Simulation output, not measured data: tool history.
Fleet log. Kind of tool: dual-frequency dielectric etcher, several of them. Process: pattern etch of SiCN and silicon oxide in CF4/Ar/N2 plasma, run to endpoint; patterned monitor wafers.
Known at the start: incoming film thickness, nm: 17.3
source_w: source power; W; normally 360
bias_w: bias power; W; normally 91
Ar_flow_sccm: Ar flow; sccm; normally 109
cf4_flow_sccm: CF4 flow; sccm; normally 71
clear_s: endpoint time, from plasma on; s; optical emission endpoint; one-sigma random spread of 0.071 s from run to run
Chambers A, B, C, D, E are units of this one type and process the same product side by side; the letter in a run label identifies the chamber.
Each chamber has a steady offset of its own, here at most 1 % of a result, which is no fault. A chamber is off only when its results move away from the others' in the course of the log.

{"run": "1C", "day": 0.212, "source_w": 360, "bias_w": 91, "Ar_flow_sccm": 109, "cf4_flow_sccm": 71, "clear_s": 22.691}
{"run": "2A", "day": 0.362, "source_w": 360, "bias_w": 91, "Ar_flow_sccm": 109, "cf4_flow_sccm": 71, "clear_s": 22.559}
{"run": "3D", "day": 0.567, "source_w": 360, "bias_w": 91, "Ar_flow_sccm": 109, "cf4_flow_sccm": 71, "clear_s": 22.956}
{"run": "4B", "day": 0.762, "source_w": 360, "bias_w": 91, "Ar_flow_sccm": 109, "cf4_flow_sccm": 71, "clear_s": 22.785}
{"run": "5E", "day": 0.938, "source_w": 360, "bias_w": 91, "Ar_flow_sccm": 109, "cf4_flow_sccm": 71, "clear_s": 22.764}
{"run": "6C", "day": 1.121, "source_w": 360, "bias_w": 91, "Ar_flow_sccm": 109, "cf4_flow_sccm": 71, "clear_s": 22.843}
{"run": "7D", "day": 1.254, "source_w": 360, "bias_w": 91, "Ar_flow_sccm": 109, "cf4_flow_sccm": 71, "clear_s": 22.961}
{"run": "8B", "day": 1.404, "source_w": 360, "bias_w": 91, "Ar_flow_sccm": 109, "cf4_flow_sccm": 71, "clear_s": 22.808}
{"day": 1.471, "done": "chamber A: source power generator calibrated"}
{"run": "9A", "day": 1.592, "source_w": 360, "bias_w": 91, "Ar_flow_sccm": 109, "cf4_flow_sccm": 71, "clear_s": 22.705}
{"run": "10E", "day": 1.775, "source_w": 360, "bias_w": 91, "Ar_flow_sccm": 109, "cf4_flow_sccm": 71, "clear_s": 22.71}
{"run": "11B", "day": 1.917, "source_w": 360, "bias_w": 91, "Ar_flow_sccm": 109, "cf4_flow_sccm": 71, "clear_s": 22.798}
{"day": 2.083, "done": "chamber D: Ar flow controller replaced"}
{"day": 2.121, "done": "chamber D: wet clean of the chamber"}
{"run": "12E", "day": 2.154, "source_w": 360, "bias_w": 91, "Ar_flow_sccm": 109, "cf4_flow_sccm": 71, "clear_s": 22.817}
{"day": 2.229, "done": "chamber E: wet clean of the chamber"}
{"run": "13C", "day": 2.292, "source_w": 360, "bias_w": 91, "Ar_flow_sccm": 109, "cf4_flow_sccm": 71, "clear_s": 22.729}
{"run": "14D", "day": 2.454, "source_w": 360, "bias_w": 91, "Ar_flow_sccm": 109, "cf4_flow_sccm": 62, "clear_s": 23.366}
{"day": 2.588, "done": "chamber E: Ar flow controller replaced"}
{"run": "15A", "day": 2.654, "source_w": 360, "bias_w": 91, "Ar_flow_sccm": 109, "cf4_flow_sccm": 62, "clear_s": 23.112}
{"run": "16B", "day": 2.767, "source_w": 360, "bias_w": 91, "Ar_flow_sccm": 109, "cf4_flow_sccm": 62, "clear_s": 23.092}
{"run": "17C", "day": 2.979, "source_w": 360, "bias_w": 91, "Ar_flow_sccm": 109, "cf4_flow_sccm": 62, "clear_s": 23.088}
{"run": "18E", "day": 3.108, "source_w": 360, "bias_w": 91, "Ar_flow_sccm": 109, "cf4_flow_sccm": 62, "clear_s": 24.335}
{"day": 3.175, "done": "chamber C: wet clean of the chamber"}
{"run": "19D", "day": 3.229, "source_w": 360, "bias_w": 91, "Ar_flow_sccm": 109, "cf4_flow_sccm": 71, "clear_s": 23.038}
{"run": "20A", "day": 3.346, "source_w": 360, "bias_w": 91, "Ar_flow_sccm": 109, "cf4_flow_sccm": 71, "clear_s": 22.801}
{"run": "21E", "day": 3.521, "source_w": 360, "bias_w": 91, "Ar_flow_sccm": 109, "cf4_flow_sccm": 71, "clear_s": 23.709}
{"run": "22C", "day": 3.746, "source_w": 360, "bias_w": 91, "Ar_flow_sccm": 109, "cf4_flow_sccm": 65, "clear_s": 23.165}
{"run": "23D", "day": 3.879, "source_w": 360, "bias_w": 91, "Ar_flow_sccm": 109, "cf4_flow_sccm": 65, "clear_s": 23.418}
{"run": "24A", "day": 4.008, "source_w": 360, "bias_w": 91, "Ar_flow_sccm": 109, "cf4_flow_sccm": 65, "clear_s": 23.006}
{"run": "25B", "day": 4.212, "source_w": 360, "bias_w": 91, "Ar_flow_sccm": 109, "cf4_flow_sccm": 65, "clear_s": 23.032}
{"run": "26E", "day": 4.446, "source_w": 360, "bias_w": 91, "Ar_flow_sccm": 109, "cf4_flow_sccm": 65, "clear_s": 23.92}
{"run": "27C", "day": 4.588, "source_w": 360, "bias_w": 91, "Ar_flow_sccm": 109, "cf4_flow_sccm": 71, "clear_s": 22.661}
{"run": "28D", "day": 4.783, "source_w": 360, "bias_w": 91, "Ar_flow_sccm": 109, "cf4_flow_sccm": 71, "clear_s": 22.968}
{"run": "29A", "day": 4.921, "source_w": 360, "bias_w": 91, "Ar_flow_sccm": 109, "cf4_flow_sccm": 71, "clear_s": 22.713}
{"run": "30B", "day": 5.117, "source_w": 360, "bias_w": 91, "Ar_flow_sccm": 109, "cf4_flow_sccm": 71, "clear_s": 22.726}
{"run": "31C", "day": 5.338, "source_w": 360, "bias_w": 91, "Ar_flow_sccm": 109, "cf4_flow_sccm": 71, "clear_s": 22.743}

Decide between three cases: one chamber stands off from its peers, the gauge reading all wafers drifts, or nothing is wrong past each chamber's small offset. Where a chamber is off, say which and what most likely put it there.

Chamber E has stood off from the others ever since a service on it.
What lies behind it: etch rate under this chamber's usual, % = 4.02.

Here are 4 candidates for chamber E's next run, each the usual settings with a change, their results left as question marks. Which one brings its results back in line with what the others give on the usual settings?
In line here means within this much of the mean the other chambers give on the usual settings: clear_s 0.25 s
{"run": "32E-1", "day": 5.517, "source_w": 360, "bias_w": 110, "Ar_flow_sccm": 101, "cf4_flow_sccm": 76, "clear_s": "?"}
{"run": "32E-2", "day": 5.517, "source_w": 360, "bias_w": 91, "Ar_flow_sccm": 109, "cf4_flow_sccm": 53, "clear_s": "?"}
{"run": "32E-3", "day": 5.517, "source_w": 330, "bias_w": 88, "Ar_flow_sccm": 110, "cf4_flow_sccm": 71, "clear_s": "?"}
{"run": "32E-4", "day": 5.517, "source_w": 360, "bias_w": 101, "Ar_flow_sccm": 109, "cf4_flow_sccm": 71, "clear_s": "?"}

Average result of the remaining chambers running the usual settings: clear_s 22.782 s
run=32E-1 clear_s=21.732
run=32E-2 clear_s=24.73
run=32E-3 clear_s=25.96
run=32E-4 clear_s=22.842
32E-4 brings the chamber back in line.

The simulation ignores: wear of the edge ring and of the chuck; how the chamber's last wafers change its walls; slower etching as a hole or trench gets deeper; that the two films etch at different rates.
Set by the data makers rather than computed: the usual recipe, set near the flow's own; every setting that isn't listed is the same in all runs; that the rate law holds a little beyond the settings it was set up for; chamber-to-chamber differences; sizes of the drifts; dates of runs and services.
